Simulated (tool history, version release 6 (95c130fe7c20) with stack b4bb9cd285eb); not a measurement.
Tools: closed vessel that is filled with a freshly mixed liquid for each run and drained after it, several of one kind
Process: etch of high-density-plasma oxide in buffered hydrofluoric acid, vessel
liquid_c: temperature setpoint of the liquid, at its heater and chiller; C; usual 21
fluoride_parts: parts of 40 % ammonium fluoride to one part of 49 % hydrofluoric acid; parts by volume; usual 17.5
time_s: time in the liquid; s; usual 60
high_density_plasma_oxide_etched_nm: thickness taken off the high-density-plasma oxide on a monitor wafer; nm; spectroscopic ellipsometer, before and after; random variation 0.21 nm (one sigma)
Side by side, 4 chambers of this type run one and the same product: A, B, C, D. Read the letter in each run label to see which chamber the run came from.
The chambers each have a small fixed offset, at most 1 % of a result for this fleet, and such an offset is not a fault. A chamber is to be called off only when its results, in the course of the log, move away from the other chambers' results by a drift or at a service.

run,hour,liquid_c,fluoride_parts,time_s,"read-back film thickness of the high-density-plasma oxide reference wafer, read on the same gauge (nm)",high_density_plasma_oxide_etched_nm
1B,8.0,21,17.5,60,139.99,46.785
2C,18.1,21,17.5,60,140.00,46.501
3A,30.2,21,17.5,60,140.01,46.571
4D,42.2,21,17.5,60,139.97,46.726
5B,54.7,21,17.5,60,140.00,46.383
6A,66.9,21,17.5,60,139.99,46.117
# hour 74.6: chamber D: hydrofluoric acid flow meter replaced
7C,78.6,21,17.5,60,140.02,46.373
8D,89.1,21,17.5,60,139.99,46.853
9A,100.2,21,17.5,60,140.02,46.358
10C,109.0,21,17.5,60,140.03,45.948
11B,116.5,21,17.5,60,140.00,46.524
12D,128.5,21,17.5,45,139.98,34.913
13A,138.9,21,17.5,45,139.98,34.954
14C,153.5,21,17.5,45,139.99,34.760
15B,167.8,21,17.5,45,139.99,35.015
16D,178.8,21,17.5,35,139.98,27.249
17A,186.1,21,17.5,35,140.00,27.723
18B,193.9,21,17.5,35,140.02,27.402
19C,206.8,21,17.5,35,140.00,27.130
20D,218.2,21,17.5,60,139.98,46.877
21B,231.3,21,17.5,60,140.01,46.554
22D,239.0,21,17.5,70,140.03,54.650
23C,248.1,21,17.5,70,139.99,54.067
24A,260.7,21,17.5,70,140.00,55.907
25B,268.7,21,17.5,70,140.00,54.214
26A,279.1,21,17.5,60,140.00,48.168
27D,286.8,21,17.5,60,139.99,46.669
# hour 294.2: chamber D: thermometer replaced
28C,296.0,21,17.5,35,140.02,27.046
29A,305.2,21,17.5,35,140.00,27.980
30D,314.8,21,17.5,35,140.03,27.276
31C,321.8,21,17.5,35,139.99,27.050
32B,328.7,21,17.5,60,139.99,46.388
33B,341.4,21,17.5,60,139.96,46.744
34A,348.3,21,17.5,60,139.98,48.511
35D,361.2,21,17.5,60,140.01,46.606
36C,367.9,21,17.5,60,140.00,46.411
37B,377.6,21,17.5,60,140.02,46.872
38D,392.5,21,17.5,60,140.00,46.475
39A,405.2,21,17.5,60,140.01,49.090
40C,419.8,21,17.5,60,139.99,46.189

Is one chamber out of step, is the gauge drifting, or do the chambers differ by no more than their own small offsets? For an off chamber, give its letter and the likeliest cause.

Chamber A drifts away from the others.
Likeliest cause: liquid hotter than its thermometer reads (K) = 1.11.
From this log alone, it may not be told apart from: hydrofluoric acid flow above the setpoint (%).

Which of the 4 candidates below, each the usual settings with something changed and its results left as question marks, puts chamber A back in line with what the other chambers give on the usual settings?
A result is in line if it is within this distance of the other chambers' mean on the usual settings: high_density_plasma_oxide_etched_nm 0.740 nm
41A-1,430.6,21.0,17.0,60,,?
41A-2,430.6,21.0,16.5,60,,?
41A-3,430.6,20.5,17.5,60,,?
41A-4,430.6,21.0,18.5,60,,?

What the other chambers average on the usual settings: high_density_plasma_oxide_etched_nm 46.488 nm
run,high_density_plasma_oxide_etched_nm
41A-1,50.772
41A-2,52.265
41A-3,47.988
41A-4,46.769
The answer is 41A-4, which returns the chamber to within the allowed miss of the others.
